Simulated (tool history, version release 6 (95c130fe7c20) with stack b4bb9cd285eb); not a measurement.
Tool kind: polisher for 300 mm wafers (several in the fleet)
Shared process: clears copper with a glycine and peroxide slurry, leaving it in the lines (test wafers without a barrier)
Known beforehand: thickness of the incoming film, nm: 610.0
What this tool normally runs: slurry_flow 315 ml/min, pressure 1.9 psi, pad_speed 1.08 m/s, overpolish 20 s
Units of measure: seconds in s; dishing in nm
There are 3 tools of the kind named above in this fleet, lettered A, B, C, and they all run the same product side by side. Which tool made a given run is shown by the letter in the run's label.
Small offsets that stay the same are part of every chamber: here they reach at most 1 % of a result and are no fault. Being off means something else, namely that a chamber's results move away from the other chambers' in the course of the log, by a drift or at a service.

run 1A hour=7.2 | slurry_flow=315 pressure=1.9 pad_speed=1.08 overpolish=20 | seconds=174.64 dishing=36.451
-- hour=8.9 chamber C: worn pad replaced by a new one
run 2C hour=18.8 | slurry_flow=315 pressure=1.9 pad_speed=1.08 overpolish=20 | seconds=171.71 dishing=36.403
run 3B hour=35.1 | slurry_flow=315 pressure=1.9 pad_speed=1.08 overpolish=20 | seconds=173.74 dishing=36.433
run 4A hour=42.8 | slurry_flow=315 pressure=1.9 pad_speed=1.08 overpolish=20 | seconds=175.19 dishing=35.483
run 5B hour=50.0 | slurry_flow=315 pressure=1.9 pad_speed=1.08 overpolish=20 | seconds=174.64 dishing=37.017
run 6C hour=61.3 | slurry_flow=315 pressure=1.9 pad_speed=1.08 overpolish=20 | seconds=175.16 dishing=36.919
run 7B hour=74.4 | slurry_flow=315 pressure=1.9 pad_speed=1.08 overpolish=20 | seconds=174.38 dishing=36.853
run 8C hour=82.4 | slurry_flow=315 pressure=1.9 pad_speed=1.08 overpolish=20 | seconds=176.17 dishing=36.185
run 9A hour=91.1 | slurry_flow=315 pressure=1.9 pad_speed=1.08 overpolish=20 | seconds=170.76 dishing=37.005
-- hour=95.4 chamber A: worn pad replaced by a new one
run 10A hour=99.0 | slurry_flow=315 pressure=1.9 pad_speed=1.08 overpolish=20 | seconds=171.62 dishing=36.492
-- hour=105.0 chamber B: worn pad replaced by a new one
run 11B hour=111.4 | slurry_flow=315 pressure=1.9 pad_speed=1.08 overpolish=20 | seconds=173.08 dishing=35.816
-- hour=121.7 chamber C: worn pad replaced by a new one
run 12C hour=123.4 | slurry_flow=315 pressure=1.9 pad_speed=1.08 overpolish=20 | seconds=172.91 dishing=36.273
run 13B hour=136.5 | slurry_flow=315 pressure=1.9 pad_speed=1.08 overpolish=20 | seconds=173.20 dishing=36.413
run 14A hour=151.0 | slurry_flow=315 pressure=1.9 pad_speed=1.08 overpolish=20 | seconds=175.24 dishing=36.571
run 15C hour=158.5 | slurry_flow=315 pressure=1.9 pad_speed=1.08 overpolish=20 | seconds=175.70 dishing=35.292
run 16A hour=166.7 | slurry_flow=315 pressure=2.4 pad_speed=1.08 overpolish=31 | seconds=142.56 dishing=47.858
run 17B hour=181.1 | slurry_flow=315 pressure=2.4 pad_speed=1.08 overpolish=31 | seconds=146.41 dishing=49.219
run 18C hour=196.8 | slurry_flow=315 pressure=2.4 pad_speed=1.08 overpolish=31 | seconds=142.47 dishing=49.528
run 19C hour=212.7 | slurry_flow=315 pressure=1.9 pad_speed=1.08 overpolish=20 | seconds=174.47 dishing=36.058
-- hour=217.5 chamber A: worn pad replaced by a new one
-- hour=217.9 chamber C: worn pad replaced by a new one
run 20A hour=224.9 | slurry_flow=315 pressure=1.9 pad_speed=1.08 overpolish=20 | seconds=174.26 dishing=36.171
run 21B hour=236.6 | slurry_flow=315 pressure=1.9 pad_speed=1.08 overpolish=20 | seconds=174.98 dishing=35.611
-- hour=239.0 chamber C: head pressure recalibrated
run 22C hour=247.7 | slurry_flow=315 pressure=1.9 pad_speed=1.08 overpolish=20 | seconds=172.78 dishing=36.187
run 23A hour=256.1 | slurry_flow=315 pressure=1.9 pad_speed=1.08 overpolish=20 | seconds=176.35 dishing=35.750
run 24B hour=265.1 | slurry_flow=315 pressure=1.9 pad_speed=1.08 overpolish=20 | seconds=173.24 dishing=35.884
run 25B hour=279.3 | slurry_flow=315 pressure=1.9 pad_speed=1.08 overpolish=20 | seconds=172.48 dishing=35.507
-- hour=293.5 chamber B: worn pad replaced by a new one
run 26A hour=295.7 | slurry_flow=315 pressure=1.9 pad_speed=1.08 overpolish=20 | seconds=173.03 dishing=34.830
run 27C hour=303.4 | slurry_flow=315 pressure=1.9 pad_speed=1.08 overpolish=20 | seconds=175.24 dishing=36.579
-- hour=312.5 chamber A: head pressure recalibrated
-- hour=315.3 chamber B: slurry nozzle cleaned
run 28C hour=317.5 | slurry_flow=265 pressure=1.9 pad_speed=0.84 overpolish=20 | seconds=212.68 dishing=31.791
-- hour=320.2 chamber C: slurry nozzle cleaned
-- hour=325.6 chamber C: worn pad replaced by a new one
run 29A hour=329.3 | slurry_flow=265 pressure=1.9 pad_speed=0.84 overpolish=20 | seconds=213.10 dishing=31.609
run 30B hour=338.0 | slurry_flow=265 pressure=1.9 pad_speed=0.84 overpolish=20 | seconds=211.87 dishing=33.094
-- hour=340.1 chamber A: worn pad replaced by a new one
run 31B hour=348.7 | slurry_flow=315 pressure=1.9 pad_speed=1.08 overpolish=29 | seconds=175.83 dishing=43.297
run 32A hour=359.2 | slurry_flow=315 pressure=1.9 pad_speed=1.08 overpolish=29 | seconds=174.31 dishing=43.578
run 33C hour=371.7 | slurry_flow=315 pressure=1.9 pad_speed=1.08 overpolish=29 | seconds=175.35 dishing=44.076
run 34C hour=381.3 | slurry_flow=315 pressure=1.9 pad_speed=1.08 overpolish=20 | seconds=172.26 dishing=36.695
run 35B hour=392.6 | slurry_flow=315 pressure=1.9 pad_speed=1.08 overpolish=20 | seconds=172.34 dishing=36.649
run 36A hour=403.9 | slurry_flow=315 pressure=1.6 pad_speed=1.08 overpolish=10 | seconds=200.32 dishing=19.809
run 37B hour=413.1 | slurry_flow=315 pressure=1.6 pad_speed=1.08 overpolish=10 | seconds=200.12 dishing=20.393

Next, all 3 chambers run the settings below, one line each with question marks for the results. What does each chamber give?
run 38A hour=425.0 | slurry_flow=315 pressure=1.9 pad_speed=1.08 overpolish=10 | seconds=? dishing=?
run 38B hour=425.0 | slurry_flow=315 pressure=1.9 pad_speed=1.08 overpolish=10 | seconds=? dishing=?
run 38C hour=425.0 | slurry_flow=315 pressure=1.9 pad_speed=1.08 overpolish=10 | seconds=? dishing=?

run=38A seconds=169.63 dishing=22.598
run=38B seconds=174.39 dishing=22.315
run=38C seconds=173.20 dishing=22.609
